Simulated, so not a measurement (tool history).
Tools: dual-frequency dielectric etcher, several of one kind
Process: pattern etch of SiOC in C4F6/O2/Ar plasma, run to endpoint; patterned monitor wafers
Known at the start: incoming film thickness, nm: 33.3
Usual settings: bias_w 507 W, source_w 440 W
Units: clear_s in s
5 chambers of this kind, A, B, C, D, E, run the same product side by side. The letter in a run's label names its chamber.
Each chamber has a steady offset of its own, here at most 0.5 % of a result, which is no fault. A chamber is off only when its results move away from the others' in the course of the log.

run,day,bias_w,source_w,clear_s
1E,0.379,507,440,10.812
2B,0.600,507,440,10.734
3C,0.917,507,440,10.680
# day 1.254: chamber D: source power generator calibrated
4D,1.304,507,440,10.805
5A,1.633,507,440,10.852
6A,1.983,507,440,10.756
7C,2.279,507,440,10.665
8B,2.546,507,440,10.734
9E,2.917,507,440,10.709
10D,3.296,507,440,10.798
# day 3.417: chamber A: source power generator calibrated
11E,3.750,507,440,10.696
12B,4.229,507,440,10.723
13A,4.588,546,480,10.249
14D,4.817,546,480,10.253
15C,5.117,546,480,10.126
16E,5.425,546,480,10.089
17A,5.658,546,480,10.252
18C,5.946,507,440,10.694
# day 6.025: chamber B: wet clean of the chamber
19D,6.329,507,440,10.812
20B,6.783,507,440,10.702
21B,7.008,507,440,10.673
# day 7.033: chamber A: wet clean of the chamber
22A,7.383,507,440,10.743
23E,7.700,507,440,10.741
24D,8.158,507,440,10.845
# day 8.392: chamber D: bias power generator calibrated
25C,8.646,507,340,11.651
26D,9.021,507,340,11.908
27E,9.271,507,340,11.883
28A,9.496,507,340,11.896
29C,9.946,507,340,11.559
# day 9.958: chamber E: wet clean of the chamber
30B,10.288,616,350,10.724
31B,10.729,616,350,10.713
32D,10.996,616,350,10.936
33C,11.271,616,350,10.411
34E,11.679,616,350,10.943
35A,11.946,507,440,10.737
36E,12.412,507,440,10.749
37D,12.808,507,440,10.891
38A,13.275,507,440,10.762
39C,13.712,507,440,10.277
40B,14.158,507,440,10.753
41D,14.379,507,440,10.725
42C,14.804,507,440,10.272

Next, every chamber runs the same settings. What will each give?
43A,15.154,507,440,?
43B,15.154,507,440,?
43C,15.154,507,440,?
43D,15.154,507,440,?
43E,15.154,507,440,?

run,clear_s
43A,10.804
43B,10.674
43C,10.198
43D,10.871
43E,10.787
